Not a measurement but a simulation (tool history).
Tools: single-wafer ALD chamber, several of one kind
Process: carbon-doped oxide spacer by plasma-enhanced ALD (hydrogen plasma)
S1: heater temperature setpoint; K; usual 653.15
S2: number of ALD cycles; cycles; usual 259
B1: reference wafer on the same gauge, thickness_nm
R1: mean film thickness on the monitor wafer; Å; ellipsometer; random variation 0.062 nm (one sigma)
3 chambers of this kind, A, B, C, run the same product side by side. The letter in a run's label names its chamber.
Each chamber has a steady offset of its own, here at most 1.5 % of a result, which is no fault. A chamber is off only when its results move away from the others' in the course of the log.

run 1C hour=8.7 | S1=653.15 S2=259 | B1=13.493 | R1=129.41
run 2B hour=19.1 | S1=653.15 S2=259 | B1=13.495 | R1=129.37
run 3A hour=28.2 | S1=653.15 S2=259 | B1=13.502 | R1=128.69
run 4A hour=42.2 | S1=653.15 S2=259 | B1=13.508 | R1=127.33
run 5C hour=48.6 | S1=653.15 S2=259 | B1=13.513 | R1=130.27
run 6B hour=59.7 | S1=664.15 S2=259 | B1=13.481 | R1=129.36
run 7A hour=66.0 | S1=664.15 S2=259 | B1=13.495 | R1=128.43
run 8B hour=76.2 | S1=664.15 S2=259 | B1=13.506 | R1=129.98
run 9C hour=87.1 | S1=653.15 S2=286 | B1=13.500 | R1=142.22
run 10B hour=94.3 | S1=653.15 S2=286 | B1=13.504 | R1=143.38
run 11A hour=105.1 | S1=653.15 S2=286 | B1=13.496 | R1=141.19
run 12C hour=118.9 | S1=653.15 S2=259 | B1=13.501 | R1=130.16
run 13A hour=130.0 | S1=653.15 S2=259 | B1=13.487 | R1=127.64
run 14B hour=137.6 | S1=653.15 S2=259 | B1=13.505 | R1=129.01
run 15C hour=148.8 | S1=653.15 S2=259 | B1=13.502 | R1=130.00
run 16C hour=162.7 | S1=653.15 S2=259 | B1=13.505 | R1=129.56
run 17A hour=172.5 | S1=653.15 S2=259 | B1=13.498 | R1=127.39
run 18B hour=183.1 | S1=653.15 S2=259 | B1=13.516 | R1=129.17
run 19A hour=194.3 | S1=653.15 S2=259 | B1=13.495 | R1=129.10
run 20C hour=200.8 | S1=653.15 S2=259 | B1=13.496 | R1=128.89
run 21B hour=211.1 | S1=653.15 S2=259 | B1=13.513 | R1=130.58
run 22C hour=217.4 | S1=663.15 S2=259 | B1=13.490 | R1=129.20
run 23A hour=224.5 | S1=663.15 S2=259 | B1=13.492 | R1=126.71

What goes on in this fleet: one chamber off, a drifting gauge, or nothing beyond the chambers' own small offsets? Name the chamber and the cause, if any.

No chamber stands off beyond its own small offset, and the gauge holds steady.
